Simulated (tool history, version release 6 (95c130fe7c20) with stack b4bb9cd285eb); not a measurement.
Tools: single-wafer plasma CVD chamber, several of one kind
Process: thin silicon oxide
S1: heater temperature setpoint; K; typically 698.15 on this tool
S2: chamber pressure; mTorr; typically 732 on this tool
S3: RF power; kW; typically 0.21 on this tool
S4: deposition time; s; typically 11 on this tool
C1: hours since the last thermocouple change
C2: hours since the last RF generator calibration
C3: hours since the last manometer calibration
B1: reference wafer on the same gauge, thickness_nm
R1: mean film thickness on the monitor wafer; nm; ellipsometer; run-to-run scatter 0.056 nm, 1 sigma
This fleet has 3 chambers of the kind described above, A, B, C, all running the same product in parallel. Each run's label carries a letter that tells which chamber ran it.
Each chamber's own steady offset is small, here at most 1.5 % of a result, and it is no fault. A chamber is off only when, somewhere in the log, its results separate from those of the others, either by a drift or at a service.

run    day      S1   S2     S3   S4      C1     C2      C3      B1      R1
 1C   0.25  698.15  732   0.21   11    94.6  287.1  1445.8  13.606  15.527
     0.275  -- chamber A: RF generator calibrated
 2B  0.462  698.15  732   0.21   11  1138.9   48.3  1012.8  13.592  15.375
 3A   0.75  698.15  732   0.21   11   895.2   11.5  2277.2  13.603  15.582
 4A  0.958  698.15  732   0.21   11   900.2   16.5  2282.2  13.594  15.542
 5C  1.238  698.15  732   0.21   11   118.3  310.8  1469.5  13.605  15.512
 6B  1.538  698.15  732   0.21   11  1164.7   74.1  1038.6  13.598  15.385
 7B  1.862  698.15  732   0.21   11  1172.5   81.9  1046.4  13.596  15.388
 8C  2.117  698.15  732   0.21   11   139.4  331.9  1490.6  13.592  15.466
 9A  2.338  698.15  818  0.175   11   933.3   49.6  2315.3  13.593   15.88
10C   2.55  698.15  818  0.175   11   149.8  342.3    1501  13.603   15.74
11A  2.767  698.15  818  0.175   11   943.6   59.9  2325.6  13.608  16.004
12B  3.008  698.15  732   0.21  8.9    1200  109.4  1073.9  13.595  12.514
13B  3.267  698.15  732   0.21  8.9  1206.2  115.6  1080.1    13.6  12.366
       3.4  -- chamber C: capacitance manometer re-zeroed and calibrated
14C  3.575  698.15  732   0.21  8.9   174.4  366.9     4.3   13.59  12.606
15A  3.725  698.15  732   0.21   11   966.6   82.9  2348.6   13.61  15.699
16C  3.896  698.15  732   0.23   12   182.1  374.6      12  13.597  17.742
17B  4.233  698.15  732   0.23   12  1229.4  138.8  1103.3  13.598  17.473
18A  4.571  698.15  732   0.23   12   986.9  103.2  2368.9  13.605  17.894
     4.721  -- chamber A: capacitance manometer re-zeroed and calibrated
19A  4.883  698.15  732   0.21   11   994.4  110.7       4  13.589  16.331
20C  5.088  698.15  606   0.21    9   210.7  403.2    40.6  13.587  10.474
21B  5.296  698.15  606   0.21    9  1254.9  164.3  1128.8  13.598  10.314
22B  5.512  698.15  606   0.21    9  1260.1  169.5    1134   13.61  10.291
23A  5.854  698.15  732   0.21   11  1017.7    134    27.3  13.599  16.419
24C  6.075  698.15  732   0.21   11   234.4  426.9    64.3  13.596  15.412
25C  6.283  698.15  732   0.21   11   239.4  431.9    69.3  13.606  15.532
26A  6.471  711.15  732   0.21  9.9  1032.5  148.8    42.1  13.605  14.714
27B  6.675  711.15  732   0.21  9.9    1288  197.4  1161.9  13.608  13.693
28C  7.017  711.15  732   0.21  9.9     257  449.5    86.9    13.6  13.766
29B  7.225  698.15  732   0.21   11  1301.2  210.6  1175.1  13.606   15.32
30A  7.404  698.15  732   0.21   11  1054.9  171.2    64.5   13.61  16.496
31B  7.592  698.15  732   0.21   11    1310  219.4  1183.9  13.607  15.391
32A  7.933  698.15  732   0.21   11  1067.6  183.9    77.2  13.603  16.532
33C  8.121  698.15  732   0.21   11   283.5    476   113.4  13.587   15.52
34B  8.454  698.15  732   0.21   11  1330.7  240.1  1204.6    13.6  15.322
35C  8.725  698.15  732   0.21   11     298  490.5   127.9  13.596  15.519
36A  9.071  698.15  732   0.21   11  1094.9  211.2   104.5    13.6  16.482
37A  9.292  698.15  732   0.21   11  1100.2  216.5   109.8  13.598  16.538
38C  9.554  698.15  732   0.21   11   317.9  510.4   147.8    13.6  15.543
39B  9.733  698.15  732   0.21   11  1361.4  270.8  1235.3  13.609  15.374

All 3 chambers run these settings next. Forecast each chamber's results:
40A  9.979  698.15  732  0.21  11                   ?
40B  9.979  698.15  732  0.21  11                   ?
40C  9.979  698.15  732  0.21  11                   ?

run      R1
40A  16.352
40B  15.347
40C  15.529

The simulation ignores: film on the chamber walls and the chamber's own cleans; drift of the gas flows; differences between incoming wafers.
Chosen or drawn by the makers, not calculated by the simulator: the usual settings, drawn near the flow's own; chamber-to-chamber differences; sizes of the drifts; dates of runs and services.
